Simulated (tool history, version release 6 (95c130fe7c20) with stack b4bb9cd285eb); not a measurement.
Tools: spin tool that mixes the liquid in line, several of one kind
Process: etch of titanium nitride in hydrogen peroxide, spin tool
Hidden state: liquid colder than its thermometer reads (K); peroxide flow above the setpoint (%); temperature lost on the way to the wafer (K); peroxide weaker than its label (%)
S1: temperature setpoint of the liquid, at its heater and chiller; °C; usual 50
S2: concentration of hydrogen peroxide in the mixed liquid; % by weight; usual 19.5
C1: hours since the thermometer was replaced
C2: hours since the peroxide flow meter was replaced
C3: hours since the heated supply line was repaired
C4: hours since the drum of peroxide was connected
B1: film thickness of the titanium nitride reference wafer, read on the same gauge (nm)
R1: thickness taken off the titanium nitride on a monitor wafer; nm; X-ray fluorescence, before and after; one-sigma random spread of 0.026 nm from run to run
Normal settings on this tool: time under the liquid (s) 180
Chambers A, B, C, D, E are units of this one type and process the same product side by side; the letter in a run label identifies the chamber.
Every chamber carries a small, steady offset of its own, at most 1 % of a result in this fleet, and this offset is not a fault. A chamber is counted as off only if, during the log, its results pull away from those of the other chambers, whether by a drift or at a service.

Run 1E, hour 8.2: usual settings; C1 83.3; C2 551.2; C3 10.6; C4 237.4; B1 139.98. Result: R1 8.5003 nm.
Run 2D, hour 16.6: usual settings; C1 687; C2 102.3; C3 2682.4; C4 68.1; B1 139.99. Result: R1 8.5261 nm.
Run 3A, hour 23.6: usual settings; C1 1022.8; C2 1581.6; C3 267.7; C4 211.6; B1 139.99. Result: R1 8.4888 nm.
Run 4B, hour 27.7: usual settings; C1 977.2; C2 416.5; C3 505.4; C4 213.3; B1 140. Result: R1 8.4921 nm.
Run 5C, hour 36.5: usual settings; C1 74.4; C2 2045; C3 781; C4 534.4; B1 139.99. Result: R1 8.549 nm.
Run 6E, hour 41.4: usual settings but S1 59 °C, S2 16 % by weight; C1 116.5; C2 584.4; C3 43.8; C4 270.6; B1 140.03. Result: R1 15.398 nm.
Run 7A, hour 46.1: usual settings but S1 59 °C, S2 16 % by weight; C1 1045.3; C2 1604.1; C3 290.2; C4 234.1; B1 140.01. Result: R1 15.289 nm.
Run 8D, hour 52.4: usual settings but S1 59 °C, S2 16 % by weight; C1 722.8; C2 138.1; C3 2718.2; C4 103.9; B1 140.02. Result: R1 15.292 nm.
Run 9C, hour 61.9: usual settings but S1 59 °C, S2 16 % by weight; C1 99.8; C2 2070.4; C3 806.4; C4 559.8; B1 140.01. Result: R1 15.296 nm.
Run 10B, hour 70.1: usual settings but S1 59 °C, S2 16 % by weight; C1 1019.6; C2 458.9; C3 547.8; C4 255.7; B1 140.02. Result: R1 15.392 nm.
Run 11B, hour 74.4: usual settings; C1 1023.9; C2 463.2; C3 552.1; C4 260; B1 140. Result: R1 8.5153 nm.
At hour 76.9: chamber B: new drum of peroxide connected.
Run 12E, hour 83: usual settings; C1 158.1; C2 626; C3 85.4; C4 312.2; B1 140.01. Result: R1 8.5019 nm.
Run 13C, hour 91.8: usual settings; C1 129.7; C2 2100.3; C3 836.3; C4 589.7; B1 140.03. Result: R1 8.4836 nm.
Run 14D, hour 98.5: usual settings; C1 768.9; C2 184.2; C3 2764.3; C4 150; B1 140. Result: R1 8.4916 nm.
Run 15A, hour 106.3: usual settings; C1 1105.5; C2 1664.3; C3 350.4; C4 294.3; B1 140.03. Result: R1 8.4317 nm.
Run 16D, hour 115.4: usual settings; C1 785.8; C2 201.1; C3 2781.2; C4 166.9; B1 139.99. Result: R1 8.5028 nm.
Run 17A, hour 124.9: usual settings; C1 1124.1; C2 1682.9; C3 369; C4 312.9; B1 140.01. Result: R1 8.3931 nm.
Run 18C, hour 134.3: usual settings; C1 172.2; C2 2142.8; C3 878.8; C4 632.2; B1 139.99. Result: R1 8.5272 nm.
Run 19B, hour 142.9: usual settings; C1 1092.4; C2 531.7; C3 620.6; C4 66.1; B1 139.97. Result: R1 8.475 nm.
At hour 147.5: chamber C: peroxide flow meter replaced.
Run 20E, hour 150.5: usual settings; C1 225.6; C2 693.5; C3 152.9; C4 379.7; B1 140.01. Result: R1 8.5295 nm.
Run 21B, hour 155.4: usual settings; C1 1104.9; C2 544.2; C3 633.1; C4 78.6; B1 140.01. Result: R1 8.4775 nm.
Run 22D, hour 164.3: usual settings; C1 834.7; C2 250; C3 2830.1; C4 215.8; B1 139.99. Result: R1 8.5056 nm.
Run 23E, hour 173: usual settings; C1 248.1; C2 716; C3 175.4; C4 402.2; B1 139.99. Result: R1 8.4875 nm.
Run 24A, hour 180.7: usual settings; C1 1179.9; C2 1738.7; C3 424.8; C4 368.7; B1 140. Result: R1 8.3979 nm.
Run 25C, hour 188.6: usual settings; C1 226.5; C2 41.2; C3 933.1; C4 686.5; B1 140.02. Result: R1 8.5197 nm.
At hour 191.5: chamber D: thermometer replaced.
Run 26B, hour 195.5: usual settings; C1 1145; C2 584.3; C3 673.2; C4 118.7; B1 140.01. Result: R1 8.4754 nm.
At hour 198.4: chamber E: new drum of peroxide connected.
Run 27D, hour 201.4: usual settings; C1 10; C2 287.1; C3 2867.2; C4 252.9; B1 140.01. Result: R1 8.4626 nm.
Run 28C, hour 207.2: usual settings; C1 245.1; C2 59.8; C3 951.7; C4 705.1; B1 140.01. Result: R1 8.5381 nm.
Run 29E, hour 214.5: usual settings; C1 289.6; C2 757.5; C3 216.9; C4 16.1; B1 140.01. Result: R1 8.5286 nm.
Run 30A, hour 219.3: usual settings; C1 1218.5; C2 1777.3; C3 463.4; C4 407.3; B1 139.99. Result: R1 8.4115 nm.
Run 31C, hour 227.8: usual settings but S2 24.5 % by weight; C1 265.7; C2 80.4; C3 972.3; C4 725.7; B1 140. Result: R1 8.9365 nm.
Run 32A, hour 232.5: usual settings but S2 24.5 % by weight; C1 1231.7; C2 1790.5; C3 476.6; C4 420.5; B1 140.01. Result: R1 8.8799 nm.
Run 33D, hour 238.4: usual settings but S2 24.5 % by weight; C1 47; C2 324.1; C3 2904.2; C4 289.9; B1 140. Result: R1 8.86 nm.
Run 34B, hour 244.9: usual settings but S2 24.5 % by weight; C1 1194.4; C2 633.7; C3 722.6; C4 168.1; B1 139.97. Result: R1 8.8902 nm.

Is one chamber out of step, is the gauge drifting, or do the chambers differ by no more than their own small offsets? For an off chamber, give its letter and the likeliest cause.

Neither any chamber nor the gauge drifts; the chambers differ only by their own small, steady offsets.

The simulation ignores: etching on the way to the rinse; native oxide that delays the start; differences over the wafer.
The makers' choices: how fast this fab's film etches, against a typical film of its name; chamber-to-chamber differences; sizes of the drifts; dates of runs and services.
